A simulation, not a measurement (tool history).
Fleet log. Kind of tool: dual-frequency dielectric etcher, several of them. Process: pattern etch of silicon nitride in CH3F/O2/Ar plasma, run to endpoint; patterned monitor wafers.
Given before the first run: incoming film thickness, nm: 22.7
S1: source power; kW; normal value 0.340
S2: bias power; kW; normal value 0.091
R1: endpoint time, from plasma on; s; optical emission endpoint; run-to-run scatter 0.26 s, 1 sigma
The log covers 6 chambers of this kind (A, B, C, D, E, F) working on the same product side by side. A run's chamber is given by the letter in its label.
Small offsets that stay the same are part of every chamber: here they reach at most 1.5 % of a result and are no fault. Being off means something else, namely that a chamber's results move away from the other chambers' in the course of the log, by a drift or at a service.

run 1F hour=12.6 | S1=0.340 S2=0.091 | R1=32.160
run 2D hour=25.2 | S1=0.340 S2=0.091 | R1=31.870
run 3B hour=38.5 | S1=0.340 S2=0.091 | R1=32.123
run 4A hour=51.4 | S1=0.340 S2=0.091 | R1=31.691
run 5E hour=61.5 | S1=0.340 S2=0.091 | R1=32.040
run 6C hour=67.7 | S1=0.340 S2=0.091 | R1=32.228
run 7C hour=74.9 | S1=0.340 S2=0.091 | R1=32.005
run 8D hour=88.0 | S1=0.340 S2=0.091 | R1=31.553
run 9E hour=99.8 | S1=0.340 S2=0.091 | R1=32.213
run 10F hour=112.2 | S1=0.340 S2=0.091 | R1=32.279
run 11B hour=124.9 | S1=0.340 S2=0.091 | R1=32.549
run 12A hour=134.3 | S1=0.340 S2=0.091 | R1=32.093
run 13F hour=142.0 | S1=0.340 S2=0.091 | R1=32.301
run 14E hour=150.3 | S1=0.340 S2=0.091 | R1=31.851
run 15D hour=158.2 | S1=0.340 S2=0.091 | R1=31.517
run 16A hour=165.1 | S1=0.340 S2=0.091 | R1=31.521
run 17C hour=178.2 | S1=0.340 S2=0.091 | R1=32.485
-- hour=187.4 chamber B: wet clean of the chamber
run 18B hour=187.4 | S1=0.340 S2=0.091 | R1=32.297
run 19F hour=194.8 | S1=0.340 S2=0.091 | R1=32.421
run 20E hour=206.9 | S1=0.340 S2=0.091 | R1=32.205
-- hour=212.2 chamber A: wet clean of the chamber
run 21B hour=214.9 | S1=0.340 S2=0.091 | R1=31.825
run 22D hour=226.2 | S1=0.340 S2=0.091 | R1=31.783
-- hour=229.5 chamber C: wet clean of the chamber
run 23C hour=238.8 | S1=0.340 S2=0.091 | R1=32.132
run 24A hour=251.7 | S1=0.340 S2=0.091 | R1=31.792
run 25B hour=263.9 | S1=0.340 S2=0.091 | R1=32.482
run 26F hour=275.2 | S1=0.340 S2=0.091 | R1=32.240
run 27E hour=281.5 | S1=0.340 S2=0.091 | R1=32.271
-- hour=284.3 chamber F: wet clean of the chamber
run 28C hour=291.1 | S1=0.340 S2=0.091 | R1=32.749
run 29A hour=300.9 | S1=0.340 S2=0.091 | R1=31.511
run 30D hour=310.9 | S1=0.340 S2=0.091 | R1=31.617
-- hour=311.9 chamber D: wet clean of the chamber
run 31A hour=319.0 | S1=0.340 S2=0.091 | R1=31.637
run 32C hour=326.7 | S1=0.340 S2=0.091 | R1=32.252
run 33E hour=332.8 | S1=0.340 S2=0.091 | R1=31.886
run 34B hour=343.6 | S1=0.290 S2=0.076 | R1=36.311
run 35D hour=349.5 | S1=0.290 S2=0.076 | R1=35.784
run 36F hour=357.2 | S1=0.290 S2=0.076 | R1=36.501
run 37C hour=365.3 | S1=0.290 S2=0.076 | R1=36.611

Decide between three cases: one chamber stands off from its peers, the gauge reading all wafers drifts, or nothing is wrong past each chamber's small offset. Where a chamber is off, say which and what most likely put it there.

Beyond each chamber's small constant offset nothing stands out, and the gauge stays steady.

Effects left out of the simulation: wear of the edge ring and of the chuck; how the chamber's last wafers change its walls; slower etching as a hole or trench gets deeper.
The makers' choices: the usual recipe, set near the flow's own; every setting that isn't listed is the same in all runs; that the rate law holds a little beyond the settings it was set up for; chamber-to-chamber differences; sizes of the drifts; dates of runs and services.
